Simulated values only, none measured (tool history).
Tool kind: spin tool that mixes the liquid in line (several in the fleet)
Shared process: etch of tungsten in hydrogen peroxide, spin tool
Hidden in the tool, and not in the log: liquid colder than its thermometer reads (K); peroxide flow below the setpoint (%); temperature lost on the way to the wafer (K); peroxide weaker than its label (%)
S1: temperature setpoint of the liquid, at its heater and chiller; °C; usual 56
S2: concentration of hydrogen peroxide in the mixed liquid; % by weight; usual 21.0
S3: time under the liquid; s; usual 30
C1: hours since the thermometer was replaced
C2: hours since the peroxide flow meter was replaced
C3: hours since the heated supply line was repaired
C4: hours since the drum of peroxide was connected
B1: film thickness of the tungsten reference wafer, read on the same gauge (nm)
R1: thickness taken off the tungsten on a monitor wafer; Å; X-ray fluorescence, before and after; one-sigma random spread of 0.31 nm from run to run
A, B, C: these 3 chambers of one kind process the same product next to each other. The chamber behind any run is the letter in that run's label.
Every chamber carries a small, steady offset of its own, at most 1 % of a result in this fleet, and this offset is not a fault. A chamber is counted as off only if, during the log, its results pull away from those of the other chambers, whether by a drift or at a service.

run   hour  S1    S2  S3     C1      C2      C3     C4      B1      R1
 1A    9.3  56  21.0  30  681.7  1040.8   281.0  637.4  30.019  369.77
 2C   17.2  56  21.0  30  892.7   240.9  1403.3   81.6  29.992  369.05
      21.0  -- chamber C: thermometer replaced
 3B   26.5  56  21.0  30  465.9  1015.3   158.0  433.1  30.020  369.29
 4A   35.8  56  21.0  30  708.2  1067.3   307.5  663.9  29.986  367.59
 5B   42.5  56  21.0  30  481.9  1031.3   174.0  449.1  29.979  368.17
 6C   51.0  56  21.0  30   30.1   274.7  1437.1  115.4  30.022  369.64
 7A   56.2  59  15.0  30  728.6  1087.7   327.9  684.3  30.016  369.47
 8B   65.0  59  15.0  30  504.4  1053.8   196.5  471.6  30.012  368.09
 9C   70.0  59  15.0  30   49.1   293.7  1456.1  134.4  29.985  371.06
10A   80.7  56  21.0  30  753.1  1112.2   352.4  708.8  30.010  368.20
11C   88.3  56  21.0  35   67.4   312.0  1474.4  152.7  30.031  432.83
12B   99.1  56  21.0  35  538.5  1087.9   230.6  505.7  29.979  423.36
13A  104.9  56  21.0  35  777.3  1136.4   376.6  733.0  29.999  434.24
14C  115.7  56  25.0  30   94.8   339.4  1501.8  180.1  30.013  403.75
     120.4  -- chamber C: heated supply line repaired
15B  123.8  56  25.0  30  563.2  1112.6   255.3  530.4  30.002  389.10
16C  132.2  56  25.0  30  111.3   355.9    11.9  196.6  30.032  403.53
17B  140.0  56  21.0  30  579.4  1128.8   271.5  546.6  29.989  360.50
18A  145.4  56  21.0  30  817.8  1176.9   417.1  773.5  29.983  368.23
19B  152.7  56  21.0  30  592.1  1141.5   284.2  559.3  30.007  352.43
20C  159.4  56  21.0  30  138.5   383.1    39.1  223.8  30.021  369.56
21A  166.0  56  21.0  30  838.4  1197.5   437.7  794.1  29.972  373.59
22C  171.6  56  21.0  30  150.7   395.3    51.3  236.0  29.983  369.55
23A  178.6  56  21.0  30  851.0  1210.1   450.3  806.7  30.010  366.77
24B  185.4  56  21.0  30  624.8  1174.2   316.9  592.0  30.028  351.48
25C  192.9  56  21.0  30  172.0   416.6    72.6  257.3  30.006  370.46
26B  199.3  56  21.0  30  638.7  1188.1   330.8  605.9  30.003  351.13
27A  207.7  56  21.0  30  880.1  1239.2   479.4  835.8  29.972  368.68
28C  214.5  56  24.0  30  193.6   438.2    94.2  278.9  30.038  399.70
29A  223.6  56  24.0  30  896.0  1255.1   495.3  851.7  29.989  399.71
30B  229.8  56  24.0  30  669.2  1218.6   361.3  636.4  29.995  375.10
31C  240.6  56  21.0  20  219.7   464.3   120.3  305.0  30.032  246.10
32A  248.3  56  21.0  20  920.7  1279.8   520.0  876.4  29.993  249.29
33B  254.5  56  21.0  20  693.9  1243.3   386.0  661.1  29.983  231.37
34A  262.0  56  21.0  30  934.4  1293.5   533.7  890.1  30.013  378.60
35C  270.2  56  21.0  30  249.3   493.9   149.9  334.6  29.996  370.77
36B  280.4  60  18.5  30  719.8  1269.2   411.9  687.0  29.969  412.04
37A  286.4  60  18.5  30  958.8  1317.9   558.1  914.5  30.014  442.18
38B  295.1  60  18.5  30  734.5  1283.9   426.6  701.7  30.016  406.93
39C  302.3  56  21.0  30  281.4   526.0   182.0  366.7  29.997  362.58
40B  311.3  56  21.0  30  750.7  1300.1   442.8  717.9  30.051  340.37
41C  319.0  56  21.0  30  298.1   542.7   198.7  383.4  30.005  364.09
42A  325.7  56  21.0  30  998.1  1357.2   597.4  953.8  30.034  374.65

Predict what each chamber gives when all 3 of them run the settings below next.
43A  333.5  56  21.0  30                       ?
43B  333.5  56  21.0  30                       ?
43C  333.5  56  21.0  30                       ?

run      R1
43A  368.82
43B  333.54
43C  366.94
